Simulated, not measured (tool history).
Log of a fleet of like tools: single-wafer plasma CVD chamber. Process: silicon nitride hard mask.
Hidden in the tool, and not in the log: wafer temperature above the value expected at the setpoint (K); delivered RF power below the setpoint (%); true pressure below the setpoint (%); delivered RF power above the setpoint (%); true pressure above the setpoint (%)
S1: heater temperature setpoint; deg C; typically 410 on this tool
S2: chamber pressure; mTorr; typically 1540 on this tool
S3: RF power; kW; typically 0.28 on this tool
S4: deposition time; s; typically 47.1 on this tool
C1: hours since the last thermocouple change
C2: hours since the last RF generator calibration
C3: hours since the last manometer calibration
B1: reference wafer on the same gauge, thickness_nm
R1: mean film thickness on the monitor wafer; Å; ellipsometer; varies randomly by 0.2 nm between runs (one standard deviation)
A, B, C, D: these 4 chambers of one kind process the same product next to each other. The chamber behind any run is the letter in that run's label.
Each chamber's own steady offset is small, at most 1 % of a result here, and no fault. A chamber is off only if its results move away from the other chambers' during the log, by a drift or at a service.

run 1B day=0.283 | S1=410 S2=1540 S3=0.28 S4=47.1 | C1=312.4 C2=589.6 C3=1794.7 | B1=46.888 | R1=505.93
run 2C day=0.571 | S1=410 S2=1540 S3=0.28 S4=47.1 | C1=441.4 C2=645 C3=993.9 | B1=46.946 | R1=507.35
run 3A day=0.788 | S1=410 S2=1540 S3=0.28 S4=47.1 | C1=137.6 C2=479.7 C3=1250.8 | B1=46.874 | R1=507.2
run 4D day=1.012 | S1=410 S2=1540 S3=0.28 S4=47.1 | C1=543.3 C2=292.6 C3=260.2 | B1=46.916 | R1=508.91
run 5D day=1.25 | S1=410 S2=1540 S3=0.28 S4=40.5 | C1=549 C2=298.3 C3=265.9 | B1=46.897 | R1=438.48
run 6B day=1.517 | S1=410 S2=1540 S3=0.28 S4=40.5 | C1=342 C2=619.2 C3=1824.3 | B1=46.884 | R1=436.92
run 7A day=1.783 | S1=410 S2=1540 S3=0.28 S4=40.5 | C1=161.5 C2=503.6 C3=1274.7 | B1=46.941 | R1=435.18
run 8C day=1.992 | S1=410 S2=1540 S3=0.28 S4=40.5 | C1=475.5 C2=679.1 C3=1028 | B1=46.889 | R1=438.56
run 9B day=2.121 | S1=410 S2=1540 S3=0.28 S4=47.1 | C1=356.5 C2=633.7 C3=1838.8 | B1=46.856 | R1=508.42
run 10D day=2.283 | S1=410 S2=1540 S3=0.28 S4=47.1 | C1=573.8 C2=323.1 C3=290.7 | B1=46.868 | R1=508.74
run 11C day=2.575 | S1=410 S2=1540 S3=0.28 S4=47.1 | C1=489.5 C2=693.1 C3=1042 | B1=46.909 | R1=502.31
run 12A day=2.758 | S1=410 S2=1540 S3=0.25 S4=54.9 | C1=184.9 C2=527 C3=1298.1 | B1=46.9 | R1=540.65
run 13A day=3.029 | S1=410 S2=1540 S3=0.25 S4=54.9 | C1=191.4 C2=533.5 C3=1304.6 | B1=46.978 | R1=541.3
run 14C day=3.288 | S1=410 S2=1540 S3=0.25 S4=54.9 | C1=506.6 C2=710.2 C3=1059.1 | B1=46.909 | R1=546.57
run 15B day=3.454 | S1=410 S2=1540 S3=0.25 S4=54.9 | C1=388.5 C2=665.7 C3=1870.8 | B1=46.889 | R1=548.53
run 16D day=3.679 | S1=410 S2=1540 S3=0.28 S4=47.1 | C1=607.3 C2=356.6 C3=324.2 | B1=46.869 | R1=508.87
run 17B day=3.933 | S1=410 S2=1540 S3=0.28 S4=47.1 | C1=400 C2=677.2 C3=1882.3 | B1=46.856 | R1=512.4
run 18C day=4.133 | S1=410 S2=1540 S3=0.28 S4=47.1 | C1=526.9 C2=730.5 C3=1079.4 | B1=46.881 | R1=501.5
run 19A day=4.317 | S1=410 S2=1540 S3=0.28 S4=47.1 | C1=222.3 C2=564.4 C3=1335.5 | B1=46.91 | R1=499.48
run 20D day=4.521 | S1=410 S2=1540 S3=0.28 S4=47.1 | C1=627.5 C2=376.8 C3=344.4 | B1=46.886 | R1=509.06
run 21B day=4.796 | S1=410 S2=1540 S3=0.28 S4=47.1 | C1=420.7 C2=697.9 C3=1903 | B1=46.93 | R1=508.45
run 22D day=5.038 | S1=410 S2=1540 S3=0.28 S4=47.1 | C1=639.9 C2=389.2 C3=356.8 | B1=46.883 | R1=509.08
run 23C day=5.279 | S1=403 S2=1540 S3=0.28 S4=42.9 | C1=554.4 C2=758 C3=1106.9 | B1=46.922 | R1=461.05
run 24A day=5.542 | S1=403 S2=1540 S3=0.28 S4=42.9 | C1=251.7 C2=593.8 C3=1364.9 | B1=46.861 | R1=455.67
run 25B day=5.779 | S1=403 S2=1540 S3=0.28 S4=42.9 | C1=444.3 C2=721.5 C3=1926.6 | B1=46.933 | R1=468.06
run 26D day=6.008 | S1=403 S2=1540 S3=0.28 S4=42.9 | C1=663.2 C2=412.5 C3=380.1 | B1=46.946 | R1=466.19
run 27C day=6.175 | S1=410 S2=1540 S3=0.28 S4=47.1 | C1=575.9 C2=779.5 C3=1128.4 | B1=46.861 | R1=507.18
run 28A day=6.35 | S1=410 S2=1540 S3=0.28 S4=47.1 | C1=271.1 C2=613.2 C3=1384.3 | B1=46.883 | R1=494.02
run 29A day=6.5 | S1=410 S2=1540 S3=0.28 S4=47.1 | C1=274.7 C2=616.8 C3=1387.9 | B1=46.918 | R1=491.12
run 30D day=6.671 | S1=410 S2=1540 S3=0.28 S4=47.1 | C1=679.1 C2=428.4 C3=396 | B1=46.88 | R1=507.91
run 31C day=6.817 | S1=410 S2=1540 S3=0.28 S4=47.1 | C1=591.3 C2=794.9 C3=1143.8 | B1=46.904 | R1=510.96
run 32B day=7.004 | S1=410 S2=1540 S3=0.28 S4=47.1 | C1=473.7 C2=750.9 C3=1956 | B1=46.909 | R1=510.89
run 33C day=7.196 | S1=410 S2=1540 S3=0.28 S4=47.1 | C1=600.4 C2=804 C3=1152.9 | B1=46.936 | R1=507.46
run 34B day=7.367 | S1=410 S2=1540 S3=0.28 S4=47.1 | C1=482.4 C2=759.6 C3=1964.7 | B1=46.899 | R1=507.19

Read the log: is a single chamber off, either drifting away or since a service, is the gauge that measures every chamber drifting, or is nothing wrong beyond small per-chamber offsets? Name any odd chamber and what most likely caused it.

It is chamber A that slowly wanders off from its peers.
Cause: delivered RF power below the setpoint (%) = 4.55.

Chamber A could run next with any of the 4 candidate recipes listed below; each alters the usual settings, and their results appear as question marks. Which one brings its results back in line with what the other chambers deliver on the usual settings?
Allowed miss from the other chambers' usual-settings mean, per result, to count as in line: R1 6.9 Å
run 35A-1 day=7.579 | S1=410 S2=1530 S3=0.28 S4=46.7 | R1=?
run 35A-2 day=7.579 | S1=410 S2=1540 S3=0.275 S4=45.9 | R1=?
run 35A-3 day=7.579 | S1=410 S2=1550 S3=0.28 S4=47.6 | R1=?
run 35A-4 day=7.579 | S1=410 S2=1540 S3=0.28 S4=48.9 | R1=?

The other chambers' mean on the usual settings: R1 508.28 Å
run=35A-1 R1=486.53
run=35A-2 R1=473.04
run=35A-3 R1=497.74
run=35A-4 R1=510.36
With 35A-4, the chamber falls back in line with the rest.
